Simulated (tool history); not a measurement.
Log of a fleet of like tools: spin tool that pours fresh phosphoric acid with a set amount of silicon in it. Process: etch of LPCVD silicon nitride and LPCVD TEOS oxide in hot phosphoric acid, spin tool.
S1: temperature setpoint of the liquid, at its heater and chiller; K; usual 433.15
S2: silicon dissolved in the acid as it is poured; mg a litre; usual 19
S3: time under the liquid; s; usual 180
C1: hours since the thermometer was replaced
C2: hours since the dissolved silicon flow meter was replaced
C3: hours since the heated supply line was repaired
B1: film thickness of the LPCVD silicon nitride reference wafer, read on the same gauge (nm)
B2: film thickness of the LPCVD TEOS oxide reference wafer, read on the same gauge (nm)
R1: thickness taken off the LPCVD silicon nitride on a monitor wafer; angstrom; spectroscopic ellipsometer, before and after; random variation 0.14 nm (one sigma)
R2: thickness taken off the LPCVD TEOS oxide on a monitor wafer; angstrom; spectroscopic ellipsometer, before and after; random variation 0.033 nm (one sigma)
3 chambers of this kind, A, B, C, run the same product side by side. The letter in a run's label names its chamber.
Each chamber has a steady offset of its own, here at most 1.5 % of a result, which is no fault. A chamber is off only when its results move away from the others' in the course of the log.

{"run": "1B", "day": 0.325, "S1": 433.15, "S2": 19, "S3": 180, "C1": 377.4, "C2": 77.1, "C3": 3091.3, "B1": 29.989, "B2": 120, "R1": 150.87, "R2": 2.9977}
{"run": "2A", "day": 0.554, "S1": 433.15, "S2": 19, "S3": 180, "C1": 780, "C2": 1200.8, "C3": 775.9, "B1": 29.984, "B2": 120.01, "R1": 153.09, "R2": 3.1086}
{"run": "3C", "day": 0.821, "S1": 433.15, "S2": 19, "S3": 180, "C1": 984.7, "C2": 557.7, "C3": 4264, "B1": 30.019, "B2": 119.98, "R1": 155.42, "R2": 3.2125}
{"day": 0.904, "done": "chamber C: dissolved silicon flow meter replaced"}
{"run": "4B", "day": 1.121, "S1": 433.15, "S2": 19, "S3": 180, "C1": 396.5, "C2": 96.2, "C3": 3110.4, "B1": 30.015, "B2": 120.01, "R1": 152.57, "R2": 3.1272}
{"run": "5A", "day": 1.475, "S1": 433.15, "S2": 19, "S3": 180, "C1": 802.1, "C2": 1222.9, "C3": 798, "B1": 29.967, "B2": 120.01, "R1": 152.67, "R2": 2.7511}
{"run": "6C", "day": 1.933, "S1": 434.65, "S2": 19, "S3": 180, "C1": 1011.4, "C2": 24.8, "C3": 4290.7, "B1": 29.999, "B2": 119.99, "R1": 161.99, "R2": 3.5122}
{"run": "7A", "day": 2.346, "S1": 434.65, "S2": 19, "S3": 180, "C1": 823, "C2": 1243.8, "C3": 818.9, "B1": 29.992, "B2": 120, "R1": 163.06, "R2": 3.8089}
{"run": "8C", "day": 2.7, "S1": 434.65, "S2": 19, "S3": 180, "C1": 1029.8, "C2": 43.2, "C3": 4309.1, "B1": 30.009, "B2": 119.99, "R1": 163.02, "R2": 3.798}
{"run": "9B", "day": 3.125, "S1": 433.15, "S2": 19, "S3": 180, "C1": 444.6, "C2": 144.3, "C3": 3158.5, "B1": 29.999, "B2": 120.01, "R1": 152.4, "R2": 2.9859}
{"day": 3.412, "done": "chamber C: heated supply line repaired"}
{"run": "10C", "day": 3.562, "S1": 433.15, "S2": 19, "S3": 180, "C1": 1050.5, "C2": 63.9, "C3": 3.7, "B1": 30.008, "B2": 120, "R1": 153.13, "R2": 2.4176}
{"run": "11A", "day": 3.879, "S1": 433.15, "S2": 19, "S3": 180, "C1": 859.8, "C2": 1280.6, "C3": 855.7, "B1": 30.018, "B2": 119.99, "R1": 151.58, "R2": 2.7357}
{"run": "12B", "day": 4.292, "S1": 433.15, "S2": 19, "S3": 180, "C1": 472.6, "C2": 172.3, "C3": 3186.5, "B1": 30.005, "B2": 120, "R1": 152.86, "R2": 2.644}
{"run": "13A", "day": 4.517, "S1": 433.15, "S2": 19, "S3": 180, "C1": 875.1, "C2": 1295.9, "C3": 871, "B1": 30.016, "B2": 120.01, "R1": 153.92, "R2": 3.06}
{"run": "14C", "day": 4.854, "S1": 433.15, "S2": 19, "S3": 180, "C1": 1081.5, "C2": 94.9, "C3": 34.7, "B1": 30.01, "B2": 119.99, "R1": 152, "R2": 3.1772}
{"run": "15B", "day": 5.183, "S1": 433.15, "S2": 19, "S3": 180, "C1": 494, "C2": 193.7, "C3": 3207.9, "B1": 29.99, "B2": 120, "R1": 151.87, "R2": 3.161}
{"run": "16C", "day": 5.417, "S1": 433.15, "S2": 19, "S3": 180, "C1": 1095, "C2": 108.4, "C3": 48.2, "B1": 29.974, "B2": 120, "R1": 153.91, "R2": 3.1143}
{"run": "17A", "day": 5.762, "S1": 433.15, "S2": 19, "S3": 180, "C1": 905, "C2": 1325.8, "C3": 900.9, "B1": 29.993, "B2": 120, "R1": 151.29, "R2": 3.4699}
{"run": "18B", "day": 6.225, "S1": 433.15, "S2": 19, "S3": 180, "C1": 519, "C2": 218.7, "C3": 3232.9, "B1": 30.001, "B2": 119.99, "R1": 152.77, "R2": 2.6808}
{"run": "19C", "day": 6.442, "S1": 433.15, "S2": 19, "S3": 180, "C1": 1119.6, "C2": 133, "C3": 72.8, "B1": 29.99, "B2": 119.99, "R1": 152.91, "R2": 3.1509}
{"run": "20B", "day": 6.842, "S1": 433.15, "S2": 8.5, "S3": 245, "C1": 533.8, "C2": 233.5, "C3": 3247.7, "B1": 30.011, "B2": 120.01, "R1": 203.4, "R2": 5.8187}
{"run": "21A", "day": 7.083, "S1": 433.15, "S2": 8.5, "S3": 245, "C1": 936.7, "C2": 1357.5, "C3": 932.6, "B1": 30.014, "B2": 119.99, "R1": 203.26, "R2": 4.1888}
{"run": "22A", "day": 7.429, "S1": 433.15, "S2": 8.5, "S3": 245, "C1": 945, "C2": 1365.8, "C3": 940.9, "B1": 29.99, "B2": 120.01, "R1": 205.7, "R2": 5.1822}
{"run": "23B", "day": 7.838, "S1": 433.15, "S2": 19, "S3": 180, "C1": 557.7, "C2": 257.4, "C3": 3271.6, "B1": 29.991, "B2": 119.99, "R1": 151.72, "R2": 2.5605}
{"run": "24C", "day": 8.162, "S1": 433.15, "S2": 19, "S3": 180, "C1": 1160.9, "C2": 174.3, "C3": 114.1, "B1": 30.005, "B2": 120, "R1": 152.15, "R2": 3.4443}
{"day": 8.558, "done": "chamber B: heated supply line repaired"}
{"run": "25B", "day": 8.642, "S1": 433.15, "S2": 19, "S3": 180, "C1": 577, "C2": 276.7, "C3": 2.1, "B1": 30.003, "B2": 119.99, "R1": 149.96, "R2": 3.2366}
{"run": "26C", "day": 8.908, "S1": 430.65, "S2": 19, "S3": 145, "C1": 1178.8, "C2": 192.2, "C3": 132, "B1": 29.987, "B2": 120.01, "R1": 113.23, "R2": 2.0504}
{"run": "27A", "day": 9.3, "S1": 430.65, "S2": 19, "S3": 145, "C1": 989.9, "C2": 1410.7, "C3": 985.8, "B1": 29.98, "B2": 120, "R1": 107.32, "R2": 1.6529}
{"run": "28C", "day": 9.683, "S1": 430.65, "S2": 19, "S3": 145, "C1": 1197.4, "C2": 210.8, "C3": 150.6, "B1": 29.998, "B2": 119.98, "R1": 115.58, "R2": 2.1903}
{"run": "29B", "day": 10.092, "S1": 433.15, "S2": 19, "S3": 180, "C1": 611.8, "C2": 311.5, "C3": 36.9, "B1": 30.002, "B2": 120, "R1": 151.83, "R2": 3.056}
{"run": "30A", "day": 10.558, "S1": 433.15, "S2": 19, "S3": 180, "C1": 1020.1, "C2": 1440.9, "C3": 1016, "B1": 29.979, "B2": 119.98, "R1": 144.74, "R2": 2.074}
{"run": "31A", "day": 10.95, "S1": 433.15, "S2": 19, "S3": 180, "C1": 1029.5, "C2": 1450.3, "C3": 1025.4, "B1": 29.987, "B2": 120, "R1": 146.45, "R2": 2.8092}
{"run": "32C", "day": 11.338, "S1": 433.15, "S2": 19, "S3": 180, "C1": 1237.1, "C2": 250.5, "C3": 190.3, "B1": 30.005, "B2": 119.99, "R1": 153.94, "R2": 2.6394}
{"run": "33B", "day": 11.633, "S1": 433.15, "S2": 19, "S3": 180, "C1": 648.8, "C2": 348.5, "C3": 73.9, "B1": 29.999, "B2": 120.02, "R1": 152.61, "R2": 2.8052}
{"run": "34C", "day": 11.854, "S1": 436.15, "S2": 19, "S3": 85, "C1": 1249.5, "C2": 262.9, "C3": 202.7, "B1": 30.008, "B2": 120.02, "R1": 79.702, "R2": 1.7628}
{"run": "35B", "day": 12.142, "S1": 436.15, "S2": 19, "S3": 85, "C1": 661, "C2": 360.7, "C3": 86.1, "B1": 29.981, "B2": 119.99, "R1": 78.436, "R2": 1.8448}
{"day": 12.379, "done": "chamber A: thermometer replaced"}
{"run": "36A", "day": 12.5, "S1": 436.15, "S2": 19, "S3": 85, "C1": 2.9, "C2": 1487.5, "C3": 1062.6, "B1": 29.986, "B2": 120, "R1": 74.661, "R2": 1.5773}
{"run": "37B", "day": 12.946, "S1": 433.15, "S2": 19, "S3": 180, "C1": 680.3, "C2": 380, "C3": 105.4, "B1": 30.017, "B2": 119.98, "R1": 154.5, "R2": 3.3397}
{"run": "38A", "day": 13.379, "S1": 433.15, "S2": 19, "S3": 180, "C1": 24, "C2": 1508.6, "C3": 1083.7, "B1": 30, "B2": 119.99, "R1": 139.23, "R2": 2.0909}

For the next run the whole fleet of 3 chambers uses the same settings. Give each chamber's results:
{"run": "39A", "day": 13.725, "S1": 433.15, "S2": 19, "S3": 180, "R1": "?", "R2": "?"}
{"run": "39B", "day": 13.725, "S1": 433.15, "S2": 19, "S3": 180, "R1": "?", "R2": "?"}
{"run": "39C", "day": 13.725, "S1": 433.15, "S2": 19, "S3": 180, "R1": "?", "R2": "?"}

run=39A R1=138.85 R2=2.488
run=39B R1=152.88 R2=3.0091
run=39C R1=155.28 R2=2.6741
